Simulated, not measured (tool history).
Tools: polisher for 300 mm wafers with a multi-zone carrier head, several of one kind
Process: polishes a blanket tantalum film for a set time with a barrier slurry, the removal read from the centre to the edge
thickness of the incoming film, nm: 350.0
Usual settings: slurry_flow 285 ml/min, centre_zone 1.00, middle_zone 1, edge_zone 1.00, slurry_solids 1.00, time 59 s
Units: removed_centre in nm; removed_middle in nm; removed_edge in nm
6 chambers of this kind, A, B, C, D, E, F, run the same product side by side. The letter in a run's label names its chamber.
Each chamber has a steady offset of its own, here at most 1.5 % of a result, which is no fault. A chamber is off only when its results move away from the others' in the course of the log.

run   hour  slurry_flow  centre_zone  middle_zone  edge_zone  slurry_solids  time  removed_centre  removed_middle  removed_edge
       0.1  -- chamber B: worn pad replaced by a new one
 1D    9.5          285         1.00            1       1.00           1.00    59          89.469          87.350        86.517
 2B   16.7          285         1.00            1       1.00           1.00    59          84.890          88.733        85.098
      21.3  -- chamber A: edge zone pressure recalibrated
 3F   24.4          285         1.00            1       1.00           1.00    59          87.302          85.900        86.818
 4E   32.1          285         1.00            1       1.00           1.00    59          87.698          85.522        88.099
      38.7  -- chamber B: edge zone pressure recalibrated
 5C   39.3          195         1.00            1       1.00           1.00    59          84.216          83.178        84.525
      41.8  -- chamber C: worn pad replaced by a new one
 6A   47.5          195         1.00            1       1.00           1.00    59          81.589          82.139        83.325
 7F   58.8          195         1.00            1       1.00           1.00    59          81.954          83.636        82.539
      62.9  -- chamber D: worn pad replaced by a new one
      63.6  -- chamber F: worn pad replaced by a new one
 8C   67.1          195         1.00            1       1.00           1.00    59          83.139          82.701        85.026
      71.4  -- chamber B: worn pad replaced by a new one
 9B   77.9          195         1.00            1       1.00           1.00    59          79.885          84.466        83.798
      78.9  -- chamber E: worn pad replaced by a new one
      82.6  -- chamber A: worn pad replaced by a new one
10E   86.6          195         1.00            1       1.00           1.00    59          83.335          84.929        83.103
      91.8  -- chamber D: edge zone pressure recalibrated
11D   95.4          285         1.00            1       1.00           1.00    59          89.726          86.633        87.004
      95.7  -- chamber F: centre zone pressure recalibrated
12A  107.5          285         1.00            1       1.00           1.00    59          87.950          87.637        86.914
13C  114.8          285         1.00            1       1.00           1.00    59          87.851          86.895        88.010
14E  122.3          285         1.00            1       1.00           1.00    59          87.842          87.276        85.167
     128.1  -- chamber D: worn pad replaced by a new one
     128.5  -- chamber C: worn pad replaced by a new one
     133.5  -- chamber F: worn pad replaced by a new one
15D  135.3          205         1.00            1       1.00           1.25    59          89.656          86.763        89.198
     136.8  -- chamber B: worn pad replaced by a new one
     139.7  -- chamber E: centre zone pressure recalibrated
     146.8  -- chamber C: edge zone pressure recalibrated
16A  147.3          205         1.00            1       1.00           1.25    59          87.922          89.524        87.547
     148.4  -- chamber E: worn pad replaced by a new one
     153.7  -- chamber A: worn pad replaced by a new one
17F  161.1          205         1.00            1       1.00           1.25    59          88.220          88.313        89.621
18B  168.4          205         1.00            1       1.00           1.25    59          86.286          88.966        90.476
19A  177.7          205         1.00            1       1.00           1.25    59          89.101          88.669        89.518
20E  183.9          205         1.00            1       1.00           1.25    59          88.295          87.903        90.155
     193.9  -- chamber D: worn pad replaced by a new one
21F  194.0          285         1.00            1       1.00           1.00    59          84.710          87.685        85.260
     204.7  -- chamber F: worn pad replaced by a new one
22D  207.2          285         1.00            1       1.00           1.00    59          90.037          87.577        88.364
     216.7  -- chamber B: worn pad replaced by a new one
23B  220.0          285         1.00            1       1.00           1.00    59          85.162          88.156        88.711
     220.1  -- chamber C: worn pad replaced by a new one
     224.7  -- chamber E: worn pad replaced by a new one
24C  232.0          285         1.00            1       1.00           1.00    59          89.321          87.612        86.773
     233.1  -- chamber F: slurry nozzle cleaned
     234.2  -- chamber A: worn pad replaced by a new one
25A  245.6          285         0.95            1       1.09           1.00    59          84.150          89.091        90.273
     247.9  -- chamber A: slurry nozzle cleaned
26B  253.8          285         0.95            1       1.09           1.00    59          82.497          87.386        89.835
27C  263.5          285         0.95            1       1.09           1.00    59          84.500          88.610        94.451
     265.2  -- chamber D: worn pad replaced by a new one
28F  269.6          285         0.95            1       1.09           1.00    59          82.144          86.284        92.887
29E  277.9          285         0.95            1       1.09           1.00    59          81.918          85.316        91.185
30D  284.8          285         0.95            1       1.09           1.00    59          81.968          88.316        92.936
     287.3  -- chamber F: worn pad replaced by a new one
     287.7  -- chamber F: edge zone pressure recalibrated
31D  293.9          285         1.00            1       1.00           1.00    59          86.819          86.546        88.051
     298.5  -- chamber B: worn pad replaced by a new one
     302.9  -- chamber A: worn pad replaced by a new one
     303.6  -- chamber E: worn pad replaced by a new one
32E  303.6          285         1.00            1       1.00           1.00    59          87.293          87.138        86.001
     314.1  -- chamber C: slurry nozzle cleaned
33B  317.0          285         1.00            1       1.00           1.00    59          86.487          87.849        88.869
     324.1  -- chamber C: worn pad replaced by a new one
34C  327.0          330         1.00            1       1.00           1.00    40          60.561          60.454        60.950
     333.7  -- chamber D: worn pad replaced by a new one
35F  338.4          330         1.00            1       1.00           1.00    40          60.506          59.554        59.190
     346.2  -- chamber D: centre zone pressure recalibrated
36A  347.5          330         1.00            1       1.00           1.00    40          61.919          58.483        60.363
37D  356.9          330         1.00            1       1.00           1.00    40          59.294          60.543        58.557
     360.4  -- chamber E: slurry nozzle cleaned
38E  369.8          330         1.00            1       1.00           1.00    40          60.416          59.916        58.543
39A  375.8          330         1.00            1       1.00           1.00    40          59.827          59.743        59.878

Is one chamber off against the others, does the gauge drift, or is nothing wrong? If a chamber is off, say which, and what the likeliest cause is.

No chamber stands off beyond its own small offset, and the gauge holds steady.
